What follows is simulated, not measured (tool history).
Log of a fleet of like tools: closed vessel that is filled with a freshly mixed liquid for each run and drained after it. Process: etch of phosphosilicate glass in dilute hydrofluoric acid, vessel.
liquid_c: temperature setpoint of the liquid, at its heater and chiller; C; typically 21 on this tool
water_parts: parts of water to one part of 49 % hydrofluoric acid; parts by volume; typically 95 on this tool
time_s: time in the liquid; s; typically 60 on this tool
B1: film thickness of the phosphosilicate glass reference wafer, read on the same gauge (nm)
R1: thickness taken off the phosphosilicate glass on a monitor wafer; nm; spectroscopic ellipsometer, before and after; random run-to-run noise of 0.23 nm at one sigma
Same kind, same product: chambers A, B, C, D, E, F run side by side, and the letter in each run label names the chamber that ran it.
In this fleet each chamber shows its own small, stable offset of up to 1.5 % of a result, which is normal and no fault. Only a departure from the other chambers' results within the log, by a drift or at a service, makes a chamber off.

{"run": "1B", "hour": 6.8, "liquid_c": 21, "water_parts": 95, "time_s": 60, "B1": 39.973, "R1": 66.716}
{"run": "2C", "hour": 13.4, "liquid_c": 21, "water_parts": 95, "time_s": 60, "B1": 39.995, "R1": 67.422}
{"run": "3F", "hour": 20.1, "liquid_c": 21, "water_parts": 95, "time_s": 60, "B1": 39.98, "R1": 66.423}
{"run": "4E", "hour": 26.9, "liquid_c": 21, "water_parts": 95, "time_s": 60, "B1": 40.013, "R1": 66.741}
{"run": "5A", "hour": 35.6, "liquid_c": 21, "water_parts": 95, "time_s": 60, "B1": 39.994, "R1": 67.24}
{"run": "6D", "hour": 42.9, "liquid_c": 21, "water_parts": 95, "time_s": 60, "B1": 39.999, "R1": 66.536}
{"run": "7F", "hour": 49.7, "liquid_c": 21, "water_parts": 95, "time_s": 60, "B1": 39.988, "R1": 66.35}
{"run": "8A", "hour": 58.0, "liquid_c": 21, "water_parts": 95, "time_s": 60, "B1": 40.004, "R1": 67.192}
{"run": "9D", "hour": 63.9, "liquid_c": 21, "water_parts": 95, "time_s": 60, "B1": 39.99, "R1": 66.177}
{"run": "10B", "hour": 71.0, "liquid_c": 21, "water_parts": 95, "time_s": 60, "B1": 39.977, "R1": 66.174}
{"run": "11E", "hour": 76.2, "liquid_c": 21, "water_parts": 95, "time_s": 60, "B1": 39.993, "R1": 67.142}
{"run": "12C", "hour": 83.4, "liquid_c": 21, "water_parts": 95, "time_s": 60, "B1": 40.029, "R1": 66.749}
{"run": "13E", "hour": 88.5, "liquid_c": 21, "water_parts": 95, "time_s": 45, "B1": 39.987, "R1": 50.097}
{"hour": 92.5, "done": "chamber F: thermometer replaced"}
{"run": "14B", "hour": 96.3, "liquid_c": 21, "water_parts": 95, "time_s": 45, "B1": 40.029, "R1": 50.014}
{"run": "15A", "hour": 105.8, "liquid_c": 21, "water_parts": 95, "time_s": 45, "B1": 40.023, "R1": 50.429}
{"hour": 106.0, "done": "chamber E: thermometer replaced"}
{"run": "16D", "hour": 113.1, "liquid_c": 21, "water_parts": 95, "time_s": 45, "B1": 40.006, "R1": 49.739}
{"run": "17F", "hour": 121.8, "liquid_c": 21, "water_parts": 95, "time_s": 45, "B1": 39.998, "R1": 49.463}
{"run": "18C", "hour": 129.3, "liquid_c": 21, "water_parts": 95, "time_s": 45, "B1": 40.028, "R1": 50.371}
{"run": "19B", "hour": 135.4, "liquid_c": 21, "water_parts": 95, "time_s": 60, "B1": 39.997, "R1": 66.504}
{"run": "20D", "hour": 142.5, "liquid_c": 21, "water_parts": 110, "time_s": 60, "B1": 40.019, "R1": 56.663}
{"run": "21C", "hour": 147.0, "liquid_c": 21, "water_parts": 110, "time_s": 60, "B1": 40.017, "R1": 56.749}
{"run": "22F", "hour": 156.1, "liquid_c": 21, "water_parts": 110, "time_s": 60, "B1": 39.991, "R1": 56.132}
{"run": "23A", "hour": 163.2, "liquid_c": 21, "water_parts": 110, "time_s": 60, "B1": 40.018, "R1": 57.183}
{"run": "24E", "hour": 170.1, "liquid_c": 21, "water_parts": 110, "time_s": 60, "B1": 40.002, "R1": 56.691}
{"run": "25E", "hour": 175.5, "liquid_c": 21, "water_parts": 110, "time_s": 60, "B1": 39.994, "R1": 56.76}
{"run": "26A", "hour": 184.3, "liquid_c": 21, "water_parts": 95, "time_s": 60, "B1": 40.032, "R1": 67.316}
{"run": "27F", "hour": 190.2, "liquid_c": 21, "water_parts": 95, "time_s": 60, "B1": 40.016, "R1": 66.493}
{"run": "28B", "hour": 199.4, "liquid_c": 21, "water_parts": 95, "time_s": 60, "B1": 40.001, "R1": 66.889}
{"run": "29C", "hour": 206.0, "liquid_c": 21, "water_parts": 95, "time_s": 60, "B1": 40.009, "R1": 67.101}
{"run": "30D", "hour": 211.9, "liquid_c": 21, "water_parts": 95, "time_s": 60, "B1": 39.989, "R1": 66.346}
{"run": "31B", "hour": 216.8, "liquid_c": 21, "water_parts": 95, "time_s": 60, "B1": 39.996, "R1": 66.626}
{"run": "32C", "hour": 222.4, "liquid_c": 21, "water_parts": 95, "time_s": 60, "B1": 39.989, "R1": 67.466}
{"run": "33D", "hour": 227.0, "liquid_c": 21, "water_parts": 95, "time_s": 60, "B1": 40.002, "R1": 66.286}
{"run": "34F", "hour": 232.6, "liquid_c": 21, "water_parts": 95, "time_s": 60, "B1": 40.039, "R1": 66.254}
{"run": "35A", "hour": 238.1, "liquid_c": 21, "water_parts": 95, "time_s": 60, "B1": 39.971, "R1": 67.133}
{"run": "36E", "hour": 242.5, "liquid_c": 21, "water_parts": 95, "time_s": 60, "B1": 39.99, "R1": 67.664}
{"run": "37E", "hour": 247.5, "liquid_c": 21, "water_parts": 95, "time_s": 60, "B1": 40.017, "R1": 66.979}

Next, all 6 chambers run the settings below, one line each with question marks for the results. What does each chamber give?
{"run": "38A", "hour": 254.3, "liquid_c": 21, "water_parts": 95, "time_s": 60, "R1": "?"}
{"run": "38B", "hour": 254.3, "liquid_c": 21, "water_parts": 95, "time_s": 60, "R1": "?"}
{"run": "38C", "hour": 254.3, "liquid_c": 21, "water_parts": 95, "time_s": 60, "R1": "?"}
{"run": "38D", "hour": 254.3, "liquid_c": 21, "water_parts": 95, "time_s": 60, "R1": "?"}
{"run": "38E", "hour": 254.3, "liquid_c": 21, "water_parts": 95, "time_s": 60, "R1": "?"}
{"run": "38F", "hour": 254.3, "liquid_c": 21, "water_parts": 95, "time_s": 60, "R1": "?"}

run=38A R1=67.448
run=38B R1=66.388
run=38C R1=67.129
run=38D R1=66.452
run=38E R1=66.766
run=38F R1=66.416
